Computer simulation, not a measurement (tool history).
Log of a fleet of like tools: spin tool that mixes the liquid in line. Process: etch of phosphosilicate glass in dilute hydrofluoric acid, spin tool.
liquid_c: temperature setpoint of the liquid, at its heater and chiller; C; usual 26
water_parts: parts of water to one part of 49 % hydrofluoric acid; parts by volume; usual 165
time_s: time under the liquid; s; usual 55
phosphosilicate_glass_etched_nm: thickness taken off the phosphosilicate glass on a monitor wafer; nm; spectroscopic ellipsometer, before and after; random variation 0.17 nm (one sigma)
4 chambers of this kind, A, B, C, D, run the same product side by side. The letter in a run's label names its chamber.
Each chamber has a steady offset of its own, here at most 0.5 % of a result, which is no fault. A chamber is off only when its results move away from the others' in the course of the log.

run   hour  liquid_c  water_parts  time_s  hours since the thermometer was replaced  hours since the hydrofluoric acid flow meter was replaced  read-back film thickness of the phosphosilicate glass reference wafer, read on the same gauge (nm)  phosphosilicate_glass_etched_nm
 1D    4.2        26          165      55                                     633.5                                                      391.1                                                                                              69.997                           28.918
 2B    8.3        26          165      55                                    1270.1                                                      712.2                                                                                              69.972                           29.022
 3A   13.4        26          165      55                                      1546                                                       1539                                                                                              70.015                            28.73
 4C   16.8        26          165      55                                     404.2                                                      262.4                                                                                              69.994                           28.727
 5B   21.6        26          165      55                                    1283.4                                                      725.5                                                                                              70.005                           28.741
 6D   28.7      29.5           90      55                                       658                                                      415.6                                                                                              70.018                           65.738
 7C   33.1      29.5           90      55                                     420.5                                                      278.7                                                                                              69.989                           66.411
 8A   38.9      29.5           90      55                                    1571.5                                                     1564.5                                                                                              69.979                           66.153
 9C   42.9      29.5           90      55                                     430.3                                                      288.5                                                                                              70.004                           65.714
10A   46.8        26          165      55                                    1579.4                                                     1572.4                                                                                              70.003                            28.64
11B   50.7        26          165      55                                    1312.5                                                      754.6                                                                                              70.018                           28.868
12D   55.8        26          165      55                                     685.1                                                      442.7                                                                                              70.021                           29.116
13D   62.5        26          220      70                                     691.8                                                      449.4                                                                                              69.993                           26.246
      65.2  -- chamber D: hydrofluoric acid flow meter replaced
14B   69.4        26          220      70                                    1331.2                                                      773.3                                                                                              70.012                           25.788
15C   72.9        26          220      70                                     460.3                                                      318.5                                                                                              70.009                            25.64
16A   77.3        26          220      70                                    1609.9                                                     1602.9                                                                                              69.999                           25.677
17D   82.8        26          165      55                                     712.1                                                       17.7                                                                                              69.994                           29.274
18A   88.8        26          165      55                                    1621.4                                                     1614.4                                                                                              69.998                           28.911
19B   93.9        26          165      55                                    1355.7                                                      797.8                                                                                              69.992                           28.823
20C  100.4        26          165      55                                     487.8                                                        346                                                                                              69.986                           28.619
       106  -- chamber A: hydrofluoric acid flow meter replaced
21C  107.1        26          165      90                                     494.5                                                      352.7                                                                                              70.009                           47.204
22D  114.1        26          165      90                                     743.4                                                         49                                                                                              69.997                           48.846
23B  120.4        26          165      90                                    1382.2                                                      824.3                                                                                              69.996                           46.876
24A  126.3        26          165      90                                    1658.9                                                       20.3                                                                                              70.004                           47.421
25A  130.7        26          165      55                                    1663.3                                                       24.7                                                                                              70.001                           28.559
26B  136.9        29          165      25                                    1398.7                                                      840.8                                                                                              70.007                            14.59

Is one chamber off against the others, does the gauge drift, or is nothing wrong? If a chamber is off, say which, and what the likeliest cause is.

Chamber D drifts away from the others.
Cause: liquid hotter than its thermometer reads (K) = 1.16.

Here are 4 candidates for chamber D's next run, each the usual settings with a change, their results left as question marks. Which one brings its results back in line with what the others give on the usual settings?
In line means no further than this from the other chambers' mean on the usual settings: phosphosilicate_glass_etched_nm 0.59 nm
27D-1  142.3        25          165      55                                                                                                                                                                                                                                         ?
27D-2  142.3      23.5          165      55                                                                                                                                                                                                                                         ?
27D-3  142.3        26          160      55                                                                                                                                                                                                                                         ?
27D-4  142.3        26          165      60                                                                                                                                                                                                                                         ?

The other chambers' mean on the usual settings: phosphosilicate_glass_etched_nm 28.766 nm
  run  phosphosilicate_glass_etched_nm
27D-1                           28.951
27D-2                           27.397
27D-3                           31.123
27D-4                           32.742
27D-1 brings the chamber back in line.
